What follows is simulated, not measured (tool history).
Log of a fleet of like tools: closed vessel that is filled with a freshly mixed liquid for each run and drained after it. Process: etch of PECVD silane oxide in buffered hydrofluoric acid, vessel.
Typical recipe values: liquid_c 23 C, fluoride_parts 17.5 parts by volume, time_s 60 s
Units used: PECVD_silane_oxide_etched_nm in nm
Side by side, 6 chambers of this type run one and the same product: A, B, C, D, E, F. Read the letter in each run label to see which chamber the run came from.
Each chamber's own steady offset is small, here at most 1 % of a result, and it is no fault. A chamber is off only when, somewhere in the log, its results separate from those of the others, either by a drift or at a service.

run,hour,liquid_c,fluoride_parts,time_s,"read-back film thickness of the PECVD silane oxide reference wafer, read on the same gauge (nm)",PECVD_silane_oxide_etched_nm
1E,6,23,17.5,60,130,99.486
2C,11.8,23,17.5,60,130.01,99.081
3B,18.1,23,17.5,60,129.99,96.971
4F,23.7,23,17.5,60,130,98.508
5A,28.8,23,11,90,130.03,231.41
6D,34,23,11,90,130,231.76
7D,38.1,23,11,90,129.97,232.29
8B,44,23,11,90,130,230.39
# hour 49.1: chamber E: hydrofluoric acid flow meter replaced
9E,50.1,23,11,90,130.01,230.13
10A,53.5,23,11,90,129.98,232.4
# hour 56.4: chamber E: thermometer replaced
11C,59.4,23,17.5,60,130,96.693
12F,63.6,23,17.5,60,130,98.659
13B,69.3,23,17.5,60,129.99,97.385
14A,73.2,23,17.5,60,129.98,97.15
15F,76.5,23,17.5,60,130,99.012
16D,82,23,17.5,60,130.01,98.048
17E,85.8,26,17.5,60,130.01,115.15
18C,91.3,26,17.5,60,130.01,114.29
19F,94.9,26,17.5,60,130,117.14
20B,98,26,17.5,60,129.98,112.65
21E,103.1,26,17.5,60,130,114.23
22D,106,26,17.5,60,129.99,115.21
23A,111.1,23,17.5,60,129.99,99.688
24C,115,23,17.5,60,129.99,97.739
25B,117.9,23,17.5,85,129.98,133.08
26A,123.2,23,17.5,85,130,136.88
27F,129.5,23,17.5,85,130,141.24
28D,132.4,23,17.5,85,129.98,138.28
29E,136.4,23,17.5,85,130.01,138.5
30C,141.3,23,17.5,85,130.01,138.46
31E,146.1,23,17.5,60,129.99,98.66
32A,149.3,23,17.5,60,129.99,98.181
33C,153.5,23,17.5,60,130,96.419
34D,158.1,23,17.5,60,129.99,97.333
35F,162,23,17.5,60,130.01,98.446
36B,168.4,23,17.5,60,130.03,89.371
37D,171.4,23,17.5,60,130,96.734
38B,175.2,23,17.5,90,130,134.24
39E,179.1,23,17.5,90,130.01,146.28
40C,185.5,23,17.5,90,130,145.02
41F,190.4,23,17.5,90,130,147.75
42A,194.5,23,17.5,90,130.01,147.99

One chamber off, gauge drift, or nothing amiss beyond the chambers' own small offsets? If it is a chamber, which one, and what is the likeliest cause?

It is chamber B that slowly wanders off from its peers.
Likeliest cause: liquid colder than its thermometer reads (K) = 2.1.
It could be hard to tell apart here from: hydrofluoric acid flow below the setpoint (%).

Below are 4 candidate recipes for chamber B's next run, each the usual settings with a change, their results shown as question marks. Which of them brings B's results back in line with what the other chambers give on the usual settings?
Maximum distance from the other chambers' mean on the usual settings for a result to count as in line: PECVD_silane_oxide_etched_nm 2.8 nm
43B-1,199.4,23,15.5,60,,?
43B-2,199.4,24.5,14.5,60,,?
43B-3,199.4,22.5,18.5,50,,?
43B-4,199.4,22.5,17.5,55,,?

Mean of the other chambers on the usual settings: PECVD_silane_oxide_etched_nm 98.234 nm
run,PECVD_silane_oxide_etched_nm
43B-1,97.496
43B-2,113.23
43B-3,66.4
43B-4,77.145
43B-1 is the one that brings the chamber's results back in line with the other chambers.
